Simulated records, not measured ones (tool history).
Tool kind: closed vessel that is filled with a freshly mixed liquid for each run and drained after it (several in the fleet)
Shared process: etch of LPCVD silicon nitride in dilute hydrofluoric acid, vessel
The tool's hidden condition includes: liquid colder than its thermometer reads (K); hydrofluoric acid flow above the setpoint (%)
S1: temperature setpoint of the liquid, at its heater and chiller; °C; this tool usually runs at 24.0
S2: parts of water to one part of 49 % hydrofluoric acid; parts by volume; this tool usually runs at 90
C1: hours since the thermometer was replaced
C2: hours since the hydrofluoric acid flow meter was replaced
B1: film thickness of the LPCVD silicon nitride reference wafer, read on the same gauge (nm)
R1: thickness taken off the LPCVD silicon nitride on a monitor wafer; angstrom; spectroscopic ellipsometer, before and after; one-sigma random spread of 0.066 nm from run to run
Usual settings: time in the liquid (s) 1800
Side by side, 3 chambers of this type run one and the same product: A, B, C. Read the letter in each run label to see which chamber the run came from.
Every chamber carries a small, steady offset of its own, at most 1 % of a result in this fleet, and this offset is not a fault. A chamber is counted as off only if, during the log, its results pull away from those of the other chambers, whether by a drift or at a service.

run 1B hour=6.2 | S1=24.0 S2=90 time_in_the_liquid_(s)=1800 | C1=3170.2 C2=443.2 | B1=89.993 | R1=90.398
run 2C hour=11.3 | S1=24.0 S2=90 time_in_the_liquid_(s)=1800 | C1=661.9 C2=268.3 | B1=90.015 | R1=90.456
run 3A hour=18.1 | S1=24.0 S2=90 time_in_the_liquid_(s)=1800 | C1=895.9 C2=511.0 | B1=89.985 | R1=89.661
run 4A hour=24.0 | S1=24.0 S2=90 time_in_the_liquid_(s)=1800 | C1=901.8 C2=516.9 | B1=89.986 | R1=89.876
run 5B hour=33.1 | S1=26.0 S2=90 time_in_the_liquid_(s)=2580 | C1=3197.1 C2=470.1 | B1=89.952 | R1=147.390
run 6C hour=42.3 | S1=26.0 S2=90 time_in_the_liquid_(s)=2580 | C1=692.9 C2=299.3 | B1=90.006 | R1=147.530
run 7A hour=47.0 | S1=26.0 S2=90 time_in_the_liquid_(s)=2580 | C1=924.8 C2=539.9 | B1=89.944 | R1=145.080
run 8C hour=52.6 | S1=24.0 S2=90 time_in_the_liquid_(s)=1800 | C1=703.2 C2=309.6 | B1=90.010 | R1=90.758
run 9B hour=58.9 | S1=24.0 S2=90 time_in_the_liquid_(s)=1800 | C1=3222.9 C2=495.9 | B1=89.970 | R1=90.851
run 10B hour=68.4 | S1=24.0 S2=90 time_in_the_liquid_(s)=1800 | C1=3232.4 C2=505.4 | B1=90.056 | R1=90.537
run 11A hour=73.9 | S1=19.5 S2=90 time_in_the_liquid_(s)=2555 | C1=951.7 C2=566.8 | B1=90.025 | R1=95.722
run 12C hour=83.0 | S1=19.5 S2=90 time_in_the_liquid_(s)=2555 | C1=733.6 C2=340.0 | B1=89.980 | R1=95.253
run 13A hour=91.4 | S1=19.5 S2=90 time_in_the_liquid_(s)=2555 | C1=969.2 C2=584.3 | B1=90.017 | R1=96.083
run 14B hour=101.0 | S1=27.5 S2=90 time_in_the_liquid_(s)=1800 | C1=3265.0 C2=538.0 | B1=90.004 | R1=114.880
-- hour=104.3 chamber B: thermometer replaced
run 15C hour=110.2 | S1=27.5 S2=90 time_in_the_liquid_(s)=1800 | C1=760.8 C2=367.2 | B1=89.989 | R1=112.740
run 16B hour=119.8 | S1=27.5 S2=90 time_in_the_liquid_(s)=1800 | C1=15.6 C2=556.8 | B1=90.007 | R1=115.220
run 17C hour=128.0 | S1=24.0 S2=90 time_in_the_liquid_(s)=1800 | C1=778.6 C2=385.0 | B1=89.979 | R1=90.353
run 18A hour=133.8 | S1=24.0 S2=90 time_in_the_liquid_(s)=1800 | C1=1011.6 C2=626.7 | B1=90.010 | R1=92.548
run 19C hour=142.0 | S1=24.0 S2=90 time_in_the_liquid_(s)=1800 | C1=792.6 C2=399.0 | B1=90.008 | R1=91.530
run 20A hour=149.8 | S1=24.0 S2=90 time_in_the_liquid_(s)=1800 | C1=1027.6 C2=642.7 | B1=90.002 | R1=92.549
run 21B hour=154.4 | S1=24.0 S2=90 time_in_the_liquid_(s)=2285 | C1=50.2 C2=591.4 | B1=90.027 | R1=115.760
run 22B hour=164.4 | S1=24.0 S2=90 time_in_the_liquid_(s)=2285 | C1=60.2 C2=601.4 | B1=90.017 | R1=116.420
run 23A hour=171.9 | S1=24.0 S2=90 time_in_the_liquid_(s)=2285 | C1=1049.7 C2=664.8 | B1=90.022 | R1=117.280
run 24C hour=177.8 | S1=24.0 S2=90 time_in_the_liquid_(s)=1800 | C1=828.4 C2=434.8 | B1=90.013 | R1=89.478
run 25B hour=182.7 | S1=24.0 S2=90 time_in_the_liquid_(s)=1800 | C1=78.5 C2=619.7 | B1=89.953 | R1=91.405
run 26C hour=190.9 | S1=24.0 S2=90 time_in_the_liquid_(s)=1800 | C1=841.5 C2=447.9 | B1=90.011 | R1=90.990
run 27A hour=200.2 | S1=24.0 S2=90 time_in_the_liquid_(s)=1800 | C1=1078.0 C2=693.1 | B1=90.012 | R1=93.762

Decide between three cases: one chamber stands off from its peers, the gauge reading all wafers drifts, or nothing is wrong past each chamber's small offset. Where a chamber is off, say which and what most likely put it there.

It is chamber A that slowly wanders off from its peers.
Likeliest cause: hydrofluoric acid flow above the setpoint (%) = 5.52.
The log might look much the same if the cause were instead: liquid hotter than its thermometer reads (K).

Below are 4 candidate recipes for chamber A's next run, each the usual settings with a change, their results shown as question marks. Which of them brings A's results back in line with what the other chambers give on the usual settings?
In-line tolerance around the mean of the other chambers on the usual settings: R1 2.300 angstrom
run 28A-1 hour=207.3 | S1=25.5 S2=90 time_in_the_liquid_(s)=1800 | R1=?
run 28A-2 hour=207.3 | S1=24.0 S2=90 time_in_the_liquid_(s)=1870 | R1=?
run 28A-3 hour=207.3 | S1=24.0 S2=90 time_in_the_liquid_(s)=1640 | R1=?
run 28A-4 hour=207.3 | S1=24.0 S2=90 time_in_the_liquid_(s)=1730 | R1=?

Other chambers, usual settings, mean: R1 90.642 angstrom
run=28A-1 R1=104.590
run=28A-2 R1=98.554
run=28A-3 R1=86.432
run=28A-4 R1=91.175
It is 28A-4 that realigns the chamber with its peers.
